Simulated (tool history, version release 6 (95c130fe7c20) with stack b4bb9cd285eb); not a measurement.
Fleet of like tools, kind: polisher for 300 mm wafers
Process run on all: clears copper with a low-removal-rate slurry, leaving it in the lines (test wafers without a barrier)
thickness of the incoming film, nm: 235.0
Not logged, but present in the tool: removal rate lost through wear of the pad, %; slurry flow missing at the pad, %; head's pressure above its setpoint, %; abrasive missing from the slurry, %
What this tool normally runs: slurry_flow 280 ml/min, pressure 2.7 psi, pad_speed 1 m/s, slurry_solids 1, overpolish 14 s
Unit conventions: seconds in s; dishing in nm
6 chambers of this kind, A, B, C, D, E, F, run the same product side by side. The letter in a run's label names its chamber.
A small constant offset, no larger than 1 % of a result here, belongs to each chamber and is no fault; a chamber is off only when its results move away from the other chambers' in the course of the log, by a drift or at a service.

run    day  slurry_flow  pressure  pad_speed  slurry_solids  overpolish  wafers polished on this pad  hours since the slurry nozzle was cleaned  hours since the head pressure was calibrated  hours since the slurry blender was calibrated  seconds  dishing
 1A  0.162          280       2.7          1              1          14                          571                                      293.7                                         491.3                                          183.1   80.805   26.976
 2E    0.3          280       2.7          1              1          14                          803                                      596.4                                         514.9                                          123.2   79.938   29.093
 3D  0.392          280       2.7          1              1          14                          545                                      208.1                                        1003.3                                          150.2   81.196   29.328
 4F   0.55          280       2.7          1              1          14                         1189                                      537.3                                          51.7                                          222.3    81.08   28.401
     0.583  -- chamber B: slurry blender recalibrated
 5B  0.704          280       2.7          1              1          14                          510                                      164.9                                         260.4                                            2.9    79.82    29.66
 6C  0.858          280       2.7          1              1          14                          391                                      439.2                                         797.5                                           69.9   79.906    27.95
 7B  1.004          280       2.7          1              1          14                          549                                      172.1                                         267.6                                           10.1   79.988   28.738
 8C  1.104          280       2.7          1              1          14                          422                                      445.1                                         803.4                                           75.8   80.118   28.917
 9E  1.208          280       2.7          1              1          14                          919                                      618.2                                         536.7                                            145   80.835    28.07
10F  1.308          280       2.7          1              1          14                         1285                                      555.5                                          69.9                                          240.5   82.277    26.77
11D  1.492          240       2.7          1              1          14                          685                                      234.5                                        1029.7                                          176.6   82.759   29.454
12A    1.6          240       2.7          1              1          14                          753                                      328.2                                         525.8                                          217.6   82.376   27.759
     1.658  -- chamber E: slurry blender recalibrated
13E  1.696          240       2.7          1              1          14                          980                                      629.9                                         548.4                                            0.9   82.864   26.855
       1.7  -- chamber A: slurry nozzle cleaned
     1.867  -- chamber E: slurry nozzle cleaned
14C  1.888          240       2.7          1              1          14                          521                                      463.9                                         822.2                                           94.6    83.14   28.361
     1.925  -- chamber B: worn pad replaced by a new one
     2.008  -- chamber C: worn pad replaced by a new one
15B  2.017          240       2.7          1              1          14                           11                                      196.4                                         291.9                                           34.4   81.592   27.214
     2.125  -- chamber E: head pressure recalibrated
16D  2.125          240       2.7          1              1          14                          765                                      249.7                                        1044.9                                          191.8   82.601    29.01
17F  2.321          280       2.7          1              1          14                         1413                                      579.8                                          94.2                                          264.8   81.506   28.695
18A    2.5          280       2.7          1              1          14                          867                                       19.3                                         547.4                                          239.2   81.249   28.386
19E  2.596          280       2.7          1              1          14                         1095                                       17.6                                          11.4                                           22.5   80.908   28.072
20B  2.775          280       2.7          1              1          14                          107                                      214.6                                         310.1                                           52.6   80.427   28.203
21F  2.904          280       2.7          1              1          14                         1487                                      593.8                                         108.2                                          278.8   81.919   28.917
22C  3.062          280       2.7          1              1          14                          133                                      492.1                                         850.4                                          122.8    80.35   27.313
23D  3.212          280       2.7          1              1          14                          903                                      275.8                                          1071                                          217.9   81.979   27.354
     3.354  -- chamber F: worn pad replaced by a new one
24A  3.354          280       2.1          1            1.2          14                          975                                       39.8                                         567.9                                          259.7   102.53    23.04
25D    3.5          280       2.1          1            1.2          14                          940                                      282.7                                        1077.9                                          224.8   100.94    24.13
26F  3.604          280       2.1          1            1.2          14                           32                                      610.6                                           125                                          295.6   99.928   23.661
27B    3.7          280       2.1          1            1.2          14                          225                                      236.8                                         332.3                                           74.8   99.979   23.416
28A    3.9          280       2.1          1            1.2          14                         1045                                       52.9                                           581                                          272.8   101.41   22.964
29C  4.079          280       2.1          1            1.2          14                          262                                      516.5                                         874.8                                          147.2   100.77   23.949
     4.217  -- chamber E: worn pad replaced by a new one
30E   4.25          280       2.7          1              1          14                            4                                       57.3                                          51.1                                           62.2   81.795   28.373
     4.421  -- chamber F: slurry nozzle cleaned
31B  4.438          280       2.7          1              1          14                          318                                      254.5                                           350                                           92.5   80.749   28.234
32A  4.554          280       2.7          1              1          14                         1128                                       68.6                                         596.7                                          288.5   84.257   27.437
33C  4.721          280       2.7          1              1          14                          344                                      531.9                                         890.2                                          162.6   81.077   27.689
34D  4.833          280       2.7          1              1          14                         1109                                      314.7                                        1109.9                                          256.8   80.316   29.152
35E  4.979          280       2.7       0.86              1          14                           96                                       74.8                                          68.6                                           79.7   92.759   25.503
     5.025  -- chamber C: slurry blender recalibrated
36F  5.142          280       2.7       0.86              1          14                          227                                       17.4                                         161.9                                          332.5   94.431    24.66
37D  5.267          280       2.7       0.86              1          14                         1164                                      325.1                                        1120.3                                          267.2   93.201   24.588
38A  5.438          280       2.7       0.86              1          14                         1240                                       89.8                                         617.9                                          309.7   97.185   23.969
39C  5.583          280       2.7       0.86              1          14                          453                                      552.6                                         910.9                                           13.5   93.691   24.154
40E  5.738          280       2.7       0.86              1          14                          193                                         93                                          86.8                                           97.9   94.556   25.725
41B  5.875          280       2.7          1              1          14                          501                                        289                                         384.5                                            127   81.083   28.575

All chambers now run identical settings, listed one chamber a line with results as question marks. What results will each chamber show?
42A  6.021          280       2.7          1              1          14                                                                                                                                                                             ?        ?
42B  6.021          280       2.7          1              1          14                                                                                                                                                                             ?        ?
42C  6.021          280       2.7          1              1          14                                                                                                                                                                             ?        ?
42D  6.021          280       2.7          1              1          14                                                                                                                                                                             ?        ?
42E  6.021          280       2.7          1              1          14                                                                                                                                                                             ?        ?
42F  6.021          280       2.7          1              1          14                                                                                                                                                                             ?        ?

run  seconds  dishing
42A    85.49   26.749
42B   80.742   27.883
42C   81.289   29.116
42D    80.95   28.342
42E    80.46   29.611
42F   82.926   28.197
